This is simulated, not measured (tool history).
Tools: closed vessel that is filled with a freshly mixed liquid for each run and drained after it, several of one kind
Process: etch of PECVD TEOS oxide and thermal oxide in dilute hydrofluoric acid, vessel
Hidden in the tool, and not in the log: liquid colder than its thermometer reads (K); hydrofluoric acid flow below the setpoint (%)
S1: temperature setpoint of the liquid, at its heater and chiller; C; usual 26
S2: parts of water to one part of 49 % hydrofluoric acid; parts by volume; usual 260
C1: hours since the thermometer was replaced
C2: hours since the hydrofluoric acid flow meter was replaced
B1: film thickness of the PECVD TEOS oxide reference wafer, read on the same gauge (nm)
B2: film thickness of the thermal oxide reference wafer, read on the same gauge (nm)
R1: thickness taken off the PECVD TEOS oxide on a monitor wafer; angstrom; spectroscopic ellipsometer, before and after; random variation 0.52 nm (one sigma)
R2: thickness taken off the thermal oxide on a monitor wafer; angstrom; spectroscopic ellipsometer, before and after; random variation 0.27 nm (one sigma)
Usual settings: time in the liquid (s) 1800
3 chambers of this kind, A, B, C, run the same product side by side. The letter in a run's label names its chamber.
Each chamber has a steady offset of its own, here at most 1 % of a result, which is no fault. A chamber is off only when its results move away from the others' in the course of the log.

run 1A hour=15.5 | S1=26 S2=260 time_in_the_liquid_(s)=1800 | C1=380 C2=1057.3 | B1=30.016 B2=29.981 | R1=528.69 R2=283.14
run 2C hour=24.9 | S1=26 S2=260 time_in_the_liquid_(s)=1800 | C1=778.3 C2=1463.7 | B1=30.028 B2=30.036 | R1=534.1 R2=286.04
run 3B hour=33.9 | S1=26 S2=260 time_in_the_liquid_(s)=1800 | C1=401.5 C2=301.8 | B1=29.947 B2=29.963 | R1=537.26 R2=278.72
run 4B hour=44.8 | S1=26 S2=260 time_in_the_liquid_(s)=1800 | C1=412.4 C2=312.7 | B1=29.959 B2=29.973 | R1=533.21 R2=282.97
run 5A hour=52.2 | S1=26 S2=260 time_in_the_liquid_(s)=1800 | C1=416.7 C2=1094 | B1=29.939 B2=29.954 | R1=529.66 R2=281.8
run 6C hour=64.3 | S1=26 S2=260 time_in_the_liquid_(s)=1800 | C1=817.7 C2=1503.1 | B1=30.025 B2=30.046 | R1=538.16 R2=287.27
run 7A hour=76.3 | S1=26 S2=260 time_in_the_liquid_(s)=1800 | C1=440.8 C2=1118.1 | B1=30.013 B2=29.983 | R1=526.66 R2=281.42
run 8B hour=87 | S1=26 S2=260 time_in_the_liquid_(s)=1800 | C1=454.6 C2=354.9 | B1=29.968 B2=30.002 | R1=525.97 R2=282.01
run 9C hour=100.6 | S1=26 S2=260 time_in_the_liquid_(s)=1800 | C1=854 C2=1539.4 | B1=29.968 B2=30.005 | R1=525.12 R2=282.95
run 10C hour=112.1 | S1=23 S2=260 time_in_the_liquid_(s)=1230 | C1=865.5 C2=1550.9 | B1=29.967 B2=29.953 | R1=328.83 R2=175.61
run 11B hour=127 | S1=23 S2=260 time_in_the_liquid_(s)=1230 | C1=494.6 C2=394.9 | B1=29.993 B2=29.985 | R1=328.65 R2=176.79
run 12A hour=138.8 | S1=23 S2=260 time_in_the_liquid_(s)=1230 | C1=503.3 C2=1180.6 | B1=29.956 B2=30.029 | R1=328.2 R2=173.42
run 13C hour=150.8 | S1=23 S2=260 time_in_the_liquid_(s)=1395 | C1=904.2 C2=1589.6 | B1=30.027 B2=30.016 | R1=368.01 R2=195.89
run 14B hour=167 | S1=23 S2=260 time_in_the_liquid_(s)=1395 | C1=534.6 C2=434.9 | B1=29.988 B2=29.995 | R1=376.22 R2=199.17
run 15A hour=180.8 | S1=23 S2=260 time_in_the_liquid_(s)=1395 | C1=545.3 C2=1222.6 | B1=30.05 B2=29.99 | R1=371.16 R2=201.1
run 16C hour=192.4 | S1=26 S2=260 time_in_the_liquid_(s)=1800 | C1=945.8 C2=1631.2 | B1=30.038 B2=30.023 | R1=520.84 R2=274.53
run 17A hour=202.5 | S1=26 S2=260 time_in_the_liquid_(s)=1800 | C1=567 C2=1244.3 | B1=30.009 B2=30 | R1=525.32 R2=286.18
run 18B hour=211.4 | S1=26 S2=260 time_in_the_liquid_(s)=1800 | C1=579 C2=479.3 | B1=30.041 B2=30.015 | R1=528.03 R2=283.61
run 19A hour=223.9 | S1=26 S2=260 time_in_the_liquid_(s)=1800 | C1=588.4 C2=1265.7 | B1=30.055 B2=29.999 | R1=526.75 R2=281.27
run 20B hour=235 | S1=26 S2=260 time_in_the_liquid_(s)=1800 | C1=602.6 C2=502.9 | B1=30.04 B2=29.99 | R1=529.27 R2=279.97
run 21C hour=246.7 | S1=26 S2=260 time_in_the_liquid_(s)=1800 | C1=1000.1 C2=1685.5 | B1=30.001 B2=29.995 | R1=502.45 R2=271.11
run 22A hour=262.7 | S1=26 S2=260 time_in_the_liquid_(s)=1800 | C1=627.2 C2=1304.5 | B1=30.009 B2=29.996 | R1=532.12 R2=282.52
run 23B hour=272.9 | S1=31 S2=260 time_in_the_liquid_(s)=1800 | C1=640.5 C2=540.8 | B1=29.962 B2=29.986 | R1=629.94 R2=330.12
run 24C hour=281.7 | S1=31 S2=260 time_in_the_liquid_(s)=1800 | C1=1035.1 C2=1720.5 | B1=29.984 B2=30.017 | R1=606.43 R2=320.48
run 25C hour=297.9 | S1=31 S2=260 time_in_the_liquid_(s)=1800 | C1=1051.3 C2=1736.7 | B1=30.004 B2=30.02 | R1=603.9 R2=322.01
run 26B hour=310.1 | S1=26 S2=260 time_in_the_liquid_(s)=1800 | C1=677.7 C2=578 | B1=30.014 B2=29.965 | R1=521.37 R2=280.82
-- hour=313.5 chamber A: thermometer replaced
run 27A hour=325.6 | S1=26 S2=260 time_in_the_liquid_(s)=1800 | C1=12.1 C2=1367.4 | B1=30.011 B2=30.007 | R1=532.93 R2=283.34
run 28A hour=336.5 | S1=23 S2=260 time_in_the_liquid_(s)=1800 | C1=23 C2=1378.3 | B1=30.041 B2=30.008 | R1=476.62 R2=252.88
run 29C hour=351.1 | S1=23 S2=260 time_in_the_liquid_(s)=1800 | C1=1104.5 C2=1789.9 | B1=29.996 B2=29.982 | R1=455.15 R2=242.29
run 30B hour=366.9 | S1=23 S2=260 time_in_the_liquid_(s)=1800 | C1=734.5 C2=634.8 | B1=29.984 B2=29.998 | R1=481.16 R2=253.66
run 31A hour=380.9 | S1=26 S2=260 time_in_the_liquid_(s)=1800 | C1=67.4 C2=1422.7 | B1=30.026 B2=29.993 | R1=523.79 R2=284.58
run 32B hour=391.3 | S1=26 S2=260 time_in_the_liquid_(s)=1800 | C1=758.9 C2=659.2 | B1=29.998 B2=30.013 | R1=530.99 R2=283.53
run 33C hour=407.6 | S1=26 S2=260 time_in_the_liquid_(s)=1800 | C1=1161 C2=1846.4 | B1=29.995 B2=30.006 | R1=490.55 R2=262.45
run 34A hour=415.9 | S1=26 S2=260 time_in_the_liquid_(s)=1800 | C1=102.4 C2=1457.7 | B1=30.003 B2=30.002 | R1=530.04 R2=287.94
run 35C hour=428.6 | S1=29 S2=260 time_in_the_liquid_(s)=2145 | C1=1182 C2=1867.4 | B1=29.974 B2=30.014 | R1=652.64 R2=350.56
run 36B hour=439.5 | S1=29 S2=260 time_in_the_liquid_(s)=2145 | C1=807.1 C2=707.4 | B1=30.018 B2=29.993 | R1=699.97 R2=366.74

Is one chamber off against the others, does the gauge drift, or is nothing wrong? If a chamber is off, say which, and what the likeliest cause is.

Chamber C drifts away from the others.
Cause: liquid colder than its thermometer reads (K) = 2.52.
The log may not tell that from: hydrofluoric acid flow below the setpoint (%).

Here are 4 candidates for chamber C's next run, each the usual settings with a change, their results left as question marks. Which one brings its results back in line with what the others give on the usual settings?
In line means no further than this from the other chambers' mean on the usual settings: R1 18 angstrom; R2 9.5 angstrom
run 37C-1 hour=451.4 | S1=26 S2=270 time_in_the_liquid_(s)=1735 | R1=? R2=?
run 37C-2 hour=451.4 | S1=26 S2=260 time_in_the_liquid_(s)=1785 | R1=? R2=?
run 37C-3 hour=451.4 | S1=26 S2=260 time_in_the_liquid_(s)=1815 | R1=? R2=?
run 37C-4 hour=451.4 | S1=26 S2=250 time_in_the_liquid_(s)=1865 | R1=? R2=?

The other chambers' mean on the usual settings: R1 527.92 angstrom; R2 283.14 angstrom
run=37C-1 R1=450.69 R2=239.92
run=37C-2 R1=485.98 R2=258.7
run=37C-3 R1=494.15 R2=263.05
run=37C-4 R1=533 R2=283.73
37C-4 brings the chamber back in line.
